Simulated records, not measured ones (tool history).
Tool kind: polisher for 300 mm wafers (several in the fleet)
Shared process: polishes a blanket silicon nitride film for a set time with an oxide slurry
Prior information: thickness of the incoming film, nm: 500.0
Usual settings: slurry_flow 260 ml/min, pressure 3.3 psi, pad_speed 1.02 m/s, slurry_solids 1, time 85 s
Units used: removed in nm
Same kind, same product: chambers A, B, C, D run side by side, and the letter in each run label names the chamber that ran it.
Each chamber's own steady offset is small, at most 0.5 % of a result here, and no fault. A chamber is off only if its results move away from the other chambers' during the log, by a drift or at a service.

run   hour  slurry_flow  pressure  pad_speed  slurry_solids  time  removed
 1C    8.3          260       3.3       1.02              1    85   54.525
        13  -- chamber C: worn pad replaced by a new one
 2D   16.4          260       3.3       1.02              1    85   54.282
        17  -- chamber A: slurry blender recalibrated
        22  -- chamber D: slurry nozzle cleaned
 3B   24.1          260       3.3       1.02              1    85   54.118
 4A   30.6          260       3.3       1.02              1    85   54.027
 5B   36.7          260       2.3       1.02           1.25    85   42.773
 6D   40.8          260       2.3       1.02           1.25    85   41.851
      42.7  -- chamber B: worn pad replaced by a new one
 7A   49.2          260       2.3       1.02           1.25    85   41.359
 8C   57.8          260       2.3       1.02           1.25    85   41.821
      58.5  -- chamber A: worn pad replaced by a new one
 9D   62.7          260       3.3       1.02              1    85   53.721
      64.9  -- chamber D: worn pad replaced by a new one
10B   69.5          260       3.3       1.02              1    85   55.284
      70.6  -- chamber A: slurry nozzle cleaned
11A   74.5          260       3.3       1.02              1    85    54.79
      79.7  -- chamber B: slurry blender recalibrated
12C   79.8          260       3.3       1.02              1    85   54.174
      81.5  -- chamber D: conditioning disc replaced and pad reconditioned
13D   85.7          260       3.3       1.02              1    69   43.843
14A   91.4          260       3.3       1.02              1    69   44.137
15C   95.9          260       3.3       1.02              1    69   44.261
     100.3  -- chamber C: slurry blender recalibrated
16B  100.3          260       3.3       1.02              1    69   44.525
     102.8  -- chamber C: head pressure recalibrated
17C  104.7          260       3.3       1.02              1    85   54.499
18A  113.4          260       3.3       1.02              1    85   54.437
     116.6  -- chamber A: conditioning disc replaced and pad reconditioned
19D  119.8          260       3.3       1.02              1    85   54.528
     124.3  -- chamber D: slurry blender recalibrated
     125.7  -- chamber C: worn pad replaced by a new one
20B  127.2          260       3.3       1.02              1    85   54.477
21C  134.6          260       3.3       1.02              1    85   54.278
     135.5  -- chamber B: worn pad replaced by a new one
22B  140.1          260       3.3       1.02              1    98   62.968
23D  147.5          260       3.3       1.02              1    98   63.375
24A  152.1          260       3.3       1.02              1    98   62.416
     157.2  -- chamber C: slurry nozzle cleaned
     159.5  -- chamber A: worn pad replaced by a new one
25A  160.4          260       3.3       1.02              1    98   62.461
26C  168.7          260       3.3       1.02              1    85   53.909

What goes on in this fleet: one chamber off, a drifting gauge, or nothing beyond the chambers' own small offsets? Name the chamber and the cause, if any.

All chambers stay in line apart from their small fixed offsets, and the gauge does not drift.

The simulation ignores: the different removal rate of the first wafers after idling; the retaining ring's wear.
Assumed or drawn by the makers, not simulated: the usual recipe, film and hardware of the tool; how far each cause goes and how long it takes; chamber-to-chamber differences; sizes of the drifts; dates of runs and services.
